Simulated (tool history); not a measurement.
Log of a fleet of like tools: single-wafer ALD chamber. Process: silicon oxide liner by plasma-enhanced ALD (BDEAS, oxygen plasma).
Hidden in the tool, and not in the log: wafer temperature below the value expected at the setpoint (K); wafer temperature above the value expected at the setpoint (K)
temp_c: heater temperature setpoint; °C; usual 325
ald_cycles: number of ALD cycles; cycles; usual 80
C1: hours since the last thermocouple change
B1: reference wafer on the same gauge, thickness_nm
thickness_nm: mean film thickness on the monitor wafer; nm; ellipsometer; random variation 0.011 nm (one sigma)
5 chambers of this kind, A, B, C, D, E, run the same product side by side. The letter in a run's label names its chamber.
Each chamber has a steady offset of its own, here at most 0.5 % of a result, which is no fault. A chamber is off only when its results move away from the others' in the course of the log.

{"run": "1D", "hour": 10.4, "temp_c": 325, "ald_cycles": 80, "C1": 1236.8, "B1": 7.9209, "thickness_nm": 7.1899}
{"hour": 23.6, "done": "chamber D: thermocouple changed; heater temperature recalibrated"}
{"run": "2C", "hour": 25.4, "temp_c": 325, "ald_cycles": 80, "C1": 467.5, "B1": 7.9172, "thickness_nm": 7.1503}
{"run": "3A", "hour": 34.1, "temp_c": 325, "ald_cycles": 80, "C1": 411.0, "B1": 7.9175, "thickness_nm": 7.199}
{"run": "4E", "hour": 42.7, "temp_c": 325, "ald_cycles": 80, "C1": 400.9, "B1": 7.9127, "thickness_nm": 7.1693}
{"run": "5B", "hour": 52.7, "temp_c": 314, "ald_cycles": 80, "C1": 2328.3, "B1": 7.9157, "thickness_nm": 7.2887}
{"run": "6C", "hour": 59.6, "temp_c": 314, "ald_cycles": 80, "C1": 501.7, "B1": 7.911, "thickness_nm": 7.2728}
{"run": "7E", "hour": 72.3, "temp_c": 314, "ald_cycles": 80, "C1": 430.5, "B1": 7.9118, "thickness_nm": 7.2486}
{"run": "8A", "hour": 80.3, "temp_c": 314, "ald_cycles": 80, "C1": 457.2, "B1": 7.9123, "thickness_nm": 7.3063}
{"run": "9B", "hour": 89.4, "temp_c": 314, "ald_cycles": 80, "C1": 2365.0, "B1": 7.9099, "thickness_nm": 7.3167}
{"run": "10D", "hour": 101.6, "temp_c": 325, "ald_cycles": 80, "C1": 78.1, "B1": 7.9088, "thickness_nm": 7.1954}
{"run": "11B", "hour": 113.9, "temp_c": 325, "ald_cycles": 80, "C1": 2389.5, "B1": 7.9084, "thickness_nm": 7.1998}
{"run": "12A", "hour": 123.3, "temp_c": 325, "ald_cycles": 80, "C1": 500.2, "B1": 7.9069, "thickness_nm": 7.1857}
{"run": "13D", "hour": 132.8, "temp_c": 325, "ald_cycles": 80, "C1": 109.3, "B1": 7.907, "thickness_nm": 7.1953}
{"run": "14E", "hour": 146.6, "temp_c": 325, "ald_cycles": 80, "C1": 504.8, "B1": 7.9071, "thickness_nm": 7.142}
{"run": "15C", "hour": 160.4, "temp_c": 325, "ald_cycles": 80, "C1": 602.5, "B1": 7.9035, "thickness_nm": 7.1441}
{"run": "16C", "hour": 169.0, "temp_c": 325, "ald_cycles": 80, "C1": 611.1, "B1": 7.9022, "thickness_nm": 7.1594}
{"run": "17A", "hour": 175.7, "temp_c": 325, "ald_cycles": 80, "C1": 552.6, "B1": 7.9021, "thickness_nm": 7.183}
{"run": "18E", "hour": 187.6, "temp_c": 325, "ald_cycles": 80, "C1": 545.8, "B1": 7.9019, "thickness_nm": 7.1443}
{"run": "19B", "hour": 200.6, "temp_c": 325, "ald_cycles": 80, "C1": 2476.2, "B1": 7.8999, "thickness_nm": 7.2099}
{"run": "20D", "hour": 214.6, "temp_c": 325, "ald_cycles": 80, "C1": 191.1, "B1": 7.8945, "thickness_nm": 7.2008}
{"run": "21E", "hour": 225.5, "temp_c": 325, "ald_cycles": 80, "C1": 583.7, "B1": 7.8951, "thickness_nm": 7.1371}
{"run": "22B", "hour": 238.7, "temp_c": 325, "ald_cycles": 80, "C1": 2514.3, "B1": 7.8959, "thickness_nm": 7.1843}
{"run": "23C", "hour": 245.6, "temp_c": 325, "ald_cycles": 80, "C1": 687.7, "B1": 7.8934, "thickness_nm": 7.1658}
{"run": "24D", "hour": 260.6, "temp_c": 325, "ald_cycles": 80, "C1": 237.1, "B1": 7.8928, "thickness_nm": 7.1667}
{"run": "25A", "hour": 274.8, "temp_c": 325, "ald_cycles": 80, "C1": 651.7, "B1": 7.8877, "thickness_nm": 7.162}
{"run": "26B", "hour": 282.1, "temp_c": 325, "ald_cycles": 80, "C1": 2557.7, "B1": 7.888, "thickness_nm": 7.1846}
{"run": "27C", "hour": 290.1, "temp_c": 325, "ald_cycles": 80, "C1": 732.2, "B1": 7.8897, "thickness_nm": 7.1363}
{"run": "28A", "hour": 300.8, "temp_c": 325, "ald_cycles": 80, "C1": 677.7, "B1": 7.8911, "thickness_nm": 7.1706}
{"run": "29E", "hour": 310.8, "temp_c": 325, "ald_cycles": 80, "C1": 669.0, "B1": 7.889, "thickness_nm": 7.131}
{"run": "30D", "hour": 324.7, "temp_c": 325, "ald_cycles": 80, "C1": 301.2, "B1": 7.8853, "thickness_nm": 7.1643}
{"run": "31B", "hour": 333.6, "temp_c": 325, "ald_cycles": 80, "C1": 2609.2, "B1": 7.8847, "thickness_nm": 7.2025}
{"run": "32E", "hour": 341.1, "temp_c": 325, "ald_cycles": 80, "C1": 699.3, "B1": 7.8852, "thickness_nm": 7.1268}
{"run": "33A", "hour": 355.1, "temp_c": 325, "ald_cycles": 80, "C1": 732.0, "B1": 7.8818, "thickness_nm": 7.1534}
{"run": "34D", "hour": 364.0, "temp_c": 325, "ald_cycles": 80, "C1": 340.5, "B1": 7.8813, "thickness_nm": 7.1618}
{"run": "35C", "hour": 370.7, "temp_c": 325, "ald_cycles": 80, "C1": 812.8, "B1": 7.8786, "thickness_nm": 7.1348}
{"run": "36B", "hour": 382.9, "temp_c": 325, "ald_cycles": 80, "C1": 2658.5, "B1": 7.8778, "thickness_nm": 7.1702}
{"run": "37D", "hour": 392.7, "temp_c": 325, "ald_cycles": 80, "C1": 369.2, "B1": 7.881, "thickness_nm": 7.1674}
{"run": "38C", "hour": 404.4, "temp_c": 325, "ald_cycles": 80, "C1": 846.5, "B1": 7.8754, "thickness_nm": 7.1403}
{"run": "39E", "hour": 415.4, "temp_c": 325, "ald_cycles": 80, "C1": 773.6, "B1": 7.8751, "thickness_nm": 7.1199}
{"run": "40A", "hour": 423.6, "temp_c": 312, "ald_cycles": 66, "C1": 800.5, "B1": 7.8727, "thickness_nm": 6.0268}
{"run": "41A", "hour": 435.0, "temp_c": 312, "ald_cycles": 66, "C1": 811.9, "B1": 7.8757, "thickness_nm": 6.0186}
{"run": "42C", "hour": 445.9, "temp_c": 312, "ald_cycles": 66, "C1": 888.0, "B1": 7.8732, "thickness_nm": 5.9884}

What goes on in this fleet: one chamber off, a drifting gauge, or nothing beyond the chambers' own small offsets? Name the chamber and the cause, if any.

The gauge drifts, so all chambers seem to drift together. No chamber is off.
Cause: gauge reads low (%) = 0.618.
